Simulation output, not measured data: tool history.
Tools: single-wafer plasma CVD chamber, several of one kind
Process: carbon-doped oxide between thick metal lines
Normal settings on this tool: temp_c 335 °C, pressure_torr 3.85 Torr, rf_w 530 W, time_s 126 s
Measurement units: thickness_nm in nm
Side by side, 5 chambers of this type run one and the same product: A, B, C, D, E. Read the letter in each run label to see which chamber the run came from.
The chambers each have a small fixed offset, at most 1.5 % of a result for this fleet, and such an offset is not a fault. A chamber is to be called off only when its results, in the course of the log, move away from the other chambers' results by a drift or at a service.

run,hour,temp_c,pressure_torr,rf_w,time_s,"read-back reference wafer on the same gauge, thickness_nm",thickness_nm
1A,4.4,335,3.85,530,126,790.64,655.74
2C,7.0,335,3.85,530,126,790.93,660.60
3B,9.4,335,3.85,530,126,791.12,655.57
4D,11.9,335,3.85,530,126,791.19,652.23
5E,14.5,335,3.85,530,126,790.57,658.30
6A,18.4,335,3.85,530,126,791.20,656.70
7C,22.3,335,3.34,470,126,790.79,603.10
8E,24.9,335,3.34,470,126,791.21,602.41
9D,28.2,335,3.34,470,126,791.16,593.48
10B,31.0,335,3.34,470,126,790.55,601.38
11E,35.7,335,3.34,470,126,790.91,604.34
12D,38.5,335,3.85,530,126,791.13,648.90
13A,41.3,335,3.85,530,126,791.46,658.72
14C,43.6,335,3.85,530,126,790.72,660.37
15B,48.2,335,3.85,530,126,790.89,658.53
16D,50.9,335,3.85,530,126,790.75,650.47
17B,55.7,335,3.85,530,126,791.30,657.83
18A,60.3,335,4.34,530,126,790.98,666.61
19C,65.1,335,4.34,530,126,791.34,671.42
20E,69.5,335,4.34,530,126,791.00,669.80
21D,72.8,335,4.34,530,126,791.12,658.76
22A,75.9,335,4.34,530,126,791.44,667.87
23B,78.7,344,3.85,530,113,790.81,573.77
24C,81.4,344,3.85,530,113,790.99,580.12
# hour 82.3: chamber C: RF generator calibrated
25E,85.1,344,3.85,530,113,790.77,577.61
26C,89.9,344,3.85,530,113,791.00,578.57
27B,94.2,344,3.85,530,113,790.88,572.57
28E,97.8,335,3.85,530,126,791.07,659.63
29A,101.1,335,3.85,530,126,790.97,653.40
30D,104.2,335,3.85,530,126,791.09,642.49
31E,108.2,335,3.85,530,126,790.90,658.30
32C,111.1,335,3.85,530,126,790.99,661.11
33D,113.7,335,3.85,530,126,790.71,641.51
34A,117.4,335,3.85,440,126,791.08,582.34
35B,121.2,335,3.85,440,126,791.11,585.11
36B,126.1,335,3.85,440,126,790.90,586.47
37C,129.4,335,3.85,440,126,790.95,586.10
38D,134.0,335,3.85,440,126,791.68,568.39
39A,138.8,335,3.85,530,146,790.87,759.10
40E,142.4,335,3.85,530,146,791.07,762.42
41B,147.2,335,3.85,530,146,791.19,759.82
42A,149.6,335,3.85,530,146,790.81,759.09

Does one chamber stand apart from the rest, does the shared gauge drift, or is all well apart from small per-chamber offsets? Give the chamber and the most likely cause, where there is one.

Chamber D drifts away from the others.
What lies behind it: delivered RF power below the setpoint (%) = 3.28.
With only this log, it may be confused with: wafer temperature above the value expected at the setpoint (K).

Below are 4 candidate recipes for chamber D's next run, each the usual settings with a change, their results shown as question marks. Which of them brings D's results back in line with what the other chambers give on the usual settings?
In line means no further than this from the other chambers' mean on the usual settings: thickness_nm 5.30 nm
43D-1,153.3,335,3.85,535,129,,?
43D-2,153.3,336,3.80,510,126,,?
43D-3,153.3,335,3.86,535,127,,?
43D-4,153.3,335,3.85,525,125,,?

Other chambers, usual settings, mean: thickness_nm 658.11 nm
run,thickness_nm
43D-1,657.31
43D-2,620.32
43D-3,647.37
43D-4,629.61
It is 43D-1 that realigns the chamber with its peers.
